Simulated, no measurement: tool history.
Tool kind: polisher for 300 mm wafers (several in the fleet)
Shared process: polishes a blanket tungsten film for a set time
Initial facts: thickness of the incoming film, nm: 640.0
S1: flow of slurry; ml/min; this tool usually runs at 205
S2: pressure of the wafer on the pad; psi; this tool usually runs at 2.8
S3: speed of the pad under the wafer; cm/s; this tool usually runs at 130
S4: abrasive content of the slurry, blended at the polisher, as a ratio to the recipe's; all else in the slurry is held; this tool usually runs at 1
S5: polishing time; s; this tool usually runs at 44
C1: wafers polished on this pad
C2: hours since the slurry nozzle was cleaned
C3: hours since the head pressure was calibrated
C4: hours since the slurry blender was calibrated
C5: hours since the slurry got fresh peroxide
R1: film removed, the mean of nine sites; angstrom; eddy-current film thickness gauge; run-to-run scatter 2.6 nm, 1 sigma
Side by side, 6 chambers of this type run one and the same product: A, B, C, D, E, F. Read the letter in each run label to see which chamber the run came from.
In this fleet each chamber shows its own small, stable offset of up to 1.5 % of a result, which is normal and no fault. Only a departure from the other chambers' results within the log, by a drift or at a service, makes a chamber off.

{"run": "1E", "hour": 9.0, "S1": 205, "S2": 2.8, "S3": 130, "S4": 1, "S5": 44, "C1": 789, "C2": 207.2, "C3": 118.2, "C4": 195.2, "C5": 124.2, "R1": 1994.4}
{"hour": 10.8, "done": "chamber F: slurry tank refilled with fresh slurry and peroxide"}
{"run": "2D", "hour": 15.4, "S1": 205, "S2": 2.8, "S3": 130, "S4": 1, "S5": 44, "C1": 639, "C2": 811.6, "C3": 355.5, "C4": 40.8, "C5": 199.2, "R1": 1959.1}
{"hour": 18.6, "done": "chamber D: slurry tank refilled with fresh slurry and peroxide"}
{"hour": 21.4, "done": "chamber D: worn pad replaced by a new one"}
{"run": "3A", "hour": 24.8, "S1": 205, "S2": 2.8, "S3": 130, "S4": 1, "S5": 44, "C1": 261, "C2": 460.6, "C3": 788.7, "C4": 93, "C5": 33.2, "R1": 1978.5}
{"hour": 27.7, "done": "chamber E: worn pad replaced by a new one"}
{"hour": 31.7, "done": "chamber E: slurry tank refilled with fresh slurry and peroxide"}
{"run": "4F", "hour": 33.3, "S1": 205, "S2": 2.8, "S3": 130, "S4": 1, "S5": 44, "C1": 1133, "C2": 88.4, "C3": 469.8, "C4": 101.2, "C5": 22.5, "R1": 2019.2}
{"run": "5B", "hour": 47.4, "S1": 205, "S2": 2.8, "S3": 130, "S4": 1, "S5": 44, "C1": 803, "C2": 284.3, "C3": 132.4, "C4": 62.6, "C5": 62.6, "R1": 2019.3}
{"hour": 51.8, "done": "chamber C: slurry tank refilled with fresh slurry and peroxide"}
{"hour": 52.5, "done": "chamber B: worn pad replaced by a new one"}
{"run": "6C", "hour": 57.6, "S1": 205, "S2": 2.8, "S3": 130, "S4": 1, "S5": 44, "C1": 1250, "C2": 360.7, "C3": 528.2, "C4": 107.7, "C5": 5.9, "R1": 2010.3}
{"hour": 65.2, "done": "chamber F: worn pad replaced by a new one"}
{"run": "7B", "hour": 67.6, "S1": 205, "S2": 2.8, "S3": 130, "S4": 0.75, "S5": 44, "C1": 94, "C2": 304.5, "C3": 152.6, "C4": 82.8, "C5": 82.8, "R1": 1925.1}
{"hour": 70.7, "done": "chamber A: slurry tank refilled with fresh slurry and peroxide"}
{"run": "8F", "hour": 81.0, "S1": 205, "S2": 2.8, "S3": 130, "S4": 0.75, "S5": 44, "C1": 99, "C2": 136.1, "C3": 517.5, "C4": 148.9, "C5": 70.2, "R1": 1858.4}
{"hour": 84.4, "done": "chamber C: slurry blender recalibrated"}
{"hour": 85.9, "done": "chamber D: slurry nozzle cleaned"}
{"hour": 86.2, "done": "chamber A: head pressure recalibrated"}
{"run": "9A", "hour": 87.9, "S1": 205, "S2": 2.8, "S3": 130, "S4": 0.75, "S5": 44, "C1": 656, "C2": 523.7, "C3": 1.7, "C4": 156.1, "C5": 17.2, "R1": 1873.7}
{"hour": 89.2, "done": "chamber B: slurry tank refilled with fresh slurry and peroxide"}
{"run": "10E", "hour": 101.8, "S1": 205, "S2": 2.8, "S3": 130, "S4": 0.75, "S5": 44, "C1": 464, "C2": 300, "C3": 211, "C4": 288, "C5": 70.1, "R1": 1858.7}
{"hour": 105.1, "done": "chamber F: slurry tank refilled with fresh slurry and peroxide"}
{"hour": 106.0, "done": "chamber C: worn pad replaced by a new one"}
{"run": "11D", "hour": 113.7, "S1": 205, "S2": 2.8, "S3": 130, "S4": 0.75, "S5": 44, "C1": 578, "C2": 27.9, "C3": 453.8, "C4": 139.1, "C5": 95.2, "R1": 1875.3}
{"hour": 113.8, "done": "chamber D: worn pad replaced by a new one"}
{"run": "12C", "hour": 121.4, "S1": 205, "S2": 2.8, "S3": 130, "S4": 0.75, "S5": 44, "C1": 96, "C2": 424.5, "C3": 592, "C4": 37.1, "C5": 69.7, "R1": 1842.8}
{"hour": 124.8, "done": "chamber E: slurry blender recalibrated"}
{"run": "13A", "hour": 129.7, "S1": 205, "S2": 2.8, "S3": 130, "S4": 1, "S5": 44, "C1": 918, "C2": 565.5, "C3": 43.5, "C4": 197.9, "C5": 59, "R1": 2062.6}
{"run": "14E", "hour": 139.2, "S1": 205, "S2": 3.8, "S3": 112, "S4": 1, "S5": 44, "C1": 698, "C2": 337.4, "C3": 248.4, "C4": 14.4, "C5": 107.5, "R1": 2329.5}
{"hour": 147.0, "done": "chamber F: slurry blender recalibrated"}
{"run": "15F", "hour": 150.1, "S1": 205, "S2": 3.8, "S3": 112, "S4": 1, "S5": 44, "C1": 531, "C2": 205.2, "C3": 586.6, "C4": 3.2, "C5": 45, "R1": 2379.6}
{"hour": 154.5, "done": "chamber A: slurry tank refilled with fresh slurry and peroxide"}
{"run": "16B", "hour": 159.4, "S1": 205, "S2": 3.8, "S3": 112, "S4": 1, "S5": 44, "C1": 669, "C2": 396.3, "C3": 244.4, "C4": 174.6, "C5": 70.3, "R1": 2341.7}
{"hour": 161.2, "done": "chamber E: worn pad replaced by a new one"}
{"hour": 163.9, "done": "chamber A: worn pad replaced by a new one"}
{"run": "17D", "hour": 166.5, "S1": 205, "S2": 3.8, "S3": 112, "S4": 1, "S5": 44, "C1": 330, "C2": 80.7, "C3": 506.6, "C4": 191.9, "C5": 148, "R1": 2388.3}
{"run": "18C", "hour": 176.6, "S1": 205, "S2": 3.8, "S3": 112, "S4": 1, "S5": 44, "C1": 442, "C2": 479.7, "C3": 647.2, "C4": 92.3, "C5": 124.9, "R1": 2308.3}
{"hour": 176.8, "done": "chamber B: worn pad replaced by a new one"}
{"hour": 181.3, "done": "chamber C: slurry tank refilled with fresh slurry and peroxide"}
{"hour": 186.5, "done": "chamber E: slurry tank refilled with fresh slurry and peroxide"}
{"run": "19E", "hour": 188.7, "S1": 205, "S2": 3.8, "S3": 112, "S4": 1, "S5": 44, "C1": 172, "C2": 386.9, "C3": 297.9, "C4": 63.9, "C5": 2.2, "R1": 2320.2}
{"hour": 189.8, "done": "chamber F: slurry tank refilled with fresh slurry and peroxide"}
{"hour": 191.7, "done": "chamber F: head pressure recalibrated"}
{"hour": 195.3, "done": "chamber D: slurry tank refilled with fresh slurry and peroxide"}
{"run": "20B", "hour": 196.5, "S1": 205, "S2": 2.8, "S3": 130, "S4": 1, "S5": 44, "C1": 123, "C2": 433.4, "C3": 281.5, "C4": 211.7, "C5": 107.4, "R1": 2064.2}
{"hour": 198.9, "done": "chamber B: slurry tank refilled with fresh slurry and peroxide"}
{"hour": 204.5, "done": "chamber C: slurry blender recalibrated"}
{"hour": 204.8, "done": "chamber D: worn pad replaced by a new one"}
{"hour": 204.8, "done": "chamber B: slurry nozzle cleaned"}
{"run": "21C", "hour": 209.3, "S1": 205, "S2": 2.8, "S3": 94, "S4": 1, "S5": 44, "C1": 647, "C2": 512.4, "C3": 679.9, "C4": 4.8, "C5": 28.1, "R1": 1393.6}
{"run": "22D", "hour": 217.4, "S1": 205, "S2": 2.8, "S3": 94, "S4": 1, "S5": 44, "C1": 79, "C2": 131.6, "C3": 557.5, "C4": 242.8, "C5": 22.1, "R1": 1443.8}
{"run": "23A", "hour": 224.8, "S1": 205, "S2": 2.8, "S3": 94, "S4": 1, "S5": 44, "C1": 381, "C2": 660.6, "C3": 138.6, "C4": 293, "C5": 70.3, "R1": 1429.8}
{"run": "24F", "hour": 235.8, "S1": 205, "S2": 2.8, "S3": 94, "S4": 1, "S5": 44, "C1": 1068, "C2": 290.9, "C3": 44.1, "C4": 88.9, "C5": 46.1, "R1": 1470}
{"hour": 238.6, "done": "chamber F: worn pad replaced by a new one"}
{"run": "25C", "hour": 242.4, "S1": 205, "S2": 2.8, "S3": 94, "S4": 1, "S5": 44, "C1": 854, "C2": 545.5, "C3": 713, "C4": 37.9, "C5": 61.2, "R1": 1438.3}
{"hour": 243.2, "done": "chamber B: head pressure recalibrated"}
{"hour": 245.9, "done": "chamber F: slurry nozzle cleaned"}
{"hour": 251.6, "done": "chamber A: slurry tank refilled with fresh slurry and peroxide"}
{"hour": 253.0, "done": "chamber D: slurry blender recalibrated"}
{"run": "26F", "hour": 256.2, "S1": 205, "S2": 2.8, "S3": 94, "S4": 1, "S5": 44, "C1": 110, "C2": 10.3, "C3": 64.5, "C4": 109.3, "C5": 66.5, "R1": 1456}
{"hour": 267.8, "done": "chamber B: slurry blender recalibrated"}
{"run": "27A", "hour": 268.1, "S1": 205, "S2": 2.8, "S3": 130, "S4": 1.25, "S5": 44, "C1": 652, "C2": 703.9, "C3": 181.9, "C4": 336.3, "C5": 16.6, "R1": 2088.6}
{"hour": 275.2, "done": "chamber F: slurry tank refilled with fresh slurry and peroxide"}
{"run": "28E", "hour": 278.5, "S1": 205, "S2": 2.8, "S3": 130, "S4": 1.25, "S5": 44, "C1": 734, "C2": 476.7, "C3": 387.7, "C4": 153.7, "C5": 92, "R1": 2106.5}
{"run": "29B", "hour": 285.3, "S1": 205, "S2": 2.8, "S3": 130, "S4": 1.25, "S5": 44, "C1": 679, "C2": 80.5, "C3": 42.2, "C4": 17.6, "C5": 86.5, "R1": 2117.9}
{"hour": 290.2, "done": "chamber E: worn pad replaced by a new one"}
{"hour": 294.3, "done": "chamber B: worn pad replaced by a new one"}
{"hour": 295.7, "done": "chamber D: worn pad replaced by a new one"}
{"run": "30D", "hour": 298.1, "S1": 205, "S2": 2.8, "S3": 130, "S4": 1.25, "S5": 44, "C1": 15, "C2": 212.3, "C3": 638.2, "C4": 45.1, "C5": 102.8, "R1": 2114.1}
{"hour": 299.3, "done": "chamber A: slurry blender recalibrated"}
{"hour": 300.5, "done": "chamber D: head pressure recalibrated"}
{"hour": 305.9, "done": "chamber C: slurry tank refilled with fresh slurry and peroxide"}
{"run": "31D", "hour": 307.8, "S1": 205, "S2": 2.8, "S3": 130, "S4": 1.25, "S5": 44, "C1": 75, "C2": 222, "C3": 7.3, "C4": 54.8, "C5": 112.5, "R1": 2088.5}
{"hour": 313.3, "done": "chamber E: slurry nozzle cleaned"}
{"hour": 315.6, "done": "chamber B: slurry tank refilled with fresh slurry and peroxide"}
{"run": "32A", "hour": 321.3, "S1": 205, "S2": 2.8, "S3": 130, "S4": 1.25, "S5": 44, "C1": 985, "C2": 757.1, "C3": 235.1, "C4": 22, "C5": 69.8, "R1": 2099.8}
{"hour": 326.3, "done": "chamber E: slurry tank refilled with fresh slurry and peroxide"}
{"run": "33B", "hour": 329.8, "S1": 205, "S2": 2.8, "S3": 130, "S4": 1, "S5": 44, "C1": 222, "C2": 125, "C3": 86.7, "C4": 62.1, "C5": 14.3, "R1": 2014.6}
{"hour": 340.5, "done": "chamber C: slurry blender recalibrated"}
{"run": "34C", "hour": 343.6, "S1": 205, "S2": 2.8, "S3": 130, "S4": 1, "S5": 44, "C1": 1487, "C2": 646.7, "C3": 814.2, "C4": 3.2, "C5": 37.8, "R1": 1940.2}
{"hour": 347.5, "done": "chamber A: worn pad replaced by a new one"}
{"hour": 348.5, "done": "chamber A: slurry nozzle cleaned"}
{"hour": 350.5, "done": "chamber A: slurry tank refilled with fresh slurry and peroxide"}
{"run": "35F", "hour": 357.4, "S1": 205, "S2": 2.8, "S3": 130, "S4": 0.7, "S5": 44, "C1": 743, "C2": 111.5, "C3": 165.7, "C4": 210.5, "C5": 82.2, "R1": 1869.3}
{"hour": 360.2, "done": "chamber C: worn pad replaced by a new one"}
{"hour": 369.2, "done": "chamber F: slurry blender recalibrated"}
{"run": "36E", "hour": 371.0, "S1": 205, "S2": 2.8, "S3": 130, "S4": 0.7, "S5": 44, "C1": 506, "C2": 57.7, "C3": 480.2, "C4": 246.2, "C5": 44.7, "R1": 1826.6}
{"hour": 373.0, "done": "chamber F: slurry tank refilled with fresh slurry and peroxide"}
{"hour": 373.2, "done": "chamber D: slurry tank refilled with fresh slurry and peroxide"}
{"run": "37C", "hour": 385.2, "S1": 205, "S2": 2.8, "S3": 130, "S4": 0.7, "S5": 44, "C1": 156, "C2": 688.3, "C3": 855.8, "C4": 44.8, "C5": 79.4, "R1": 1816}
{"hour": 390.4, "done": "chamber D: worn pad replaced by a new one"}
{"run": "38D", "hour": 396.5, "S1": 205, "S2": 2.8, "S3": 130, "S4": 0.7, "S5": 44, "C1": 38, "C2": 310.7, "C3": 96, "C4": 143.5, "C5": 23.4, "R1": 1833}
{"hour": 396.8, "done": "chamber E: slurry blender recalibrated"}
{"run": "39A", "hour": 409.2, "S1": 205, "S2": 2.8, "S3": 130, "S4": 0.7, "S5": 44, "C1": 386, "C2": 60.7, "C3": 323, "C4": 109.9, "C5": 58.7, "R1": 1859.9}
{"hour": 413.0, "done": "chamber B: slurry tank refilled with fresh slurry and peroxide"}
{"run": "40E", "hour": 416.8, "S1": 205, "S2": 2.8, "S3": 130, "S4": 0.7, "S5": 44, "C1": 792, "C2": 103.5, "C3": 526, "C4": 20.1, "C5": 90.5, "R1": 1800.9}
{"hour": 425.5, "done": "chamber F: worn pad replaced by a new one"}
{"hour": 426.2, "done": "chamber B: worn pad replaced by a new one"}
{"run": "41B", "hour": 430.5, "S1": 205, "S2": 2.8, "S3": 130, "S4": 1, "S5": 44, "C1": 27, "C2": 225.7, "C3": 187.4, "C4": 162.8, "C5": 17.6, "R1": 1979.1}
{"run": "42F", "hour": 437.7, "S1": 205, "S2": 2.8, "S3": 130, "S4": 1, "S5": 44, "C1": 76, "C2": 191.8, "C3": 246, "C4": 68.5, "C5": 64.8, "R1": 2038.8}
{"run": "43F", "hour": 451.8, "S1": 205, "S2": 2.8, "S3": 130, "S4": 1, "S5": 44, "C1": 165, "C2": 205.9, "C3": 260.1, "C4": 82.6, "C5": 78.9, "R1": 1981.5}
{"run": "44D", "hour": 461.3, "S1": 205, "S2": 2.8, "S3": 130, "S4": 1, "S5": 44, "C1": 443, "C2": 375.5, "C3": 160.8, "C4": 208.3, "C5": 88.2, "R1": 1980.8}

Read the log: is a single chamber off, either drifting away or since a service, is the gauge that measures every chamber drifting, or is nothing wrong beyond small per-chamber offsets? Name any odd chamber and what most likely caused it.

No chamber is off and the gauge is stable; the differences are just each chamber's small, constant offset.
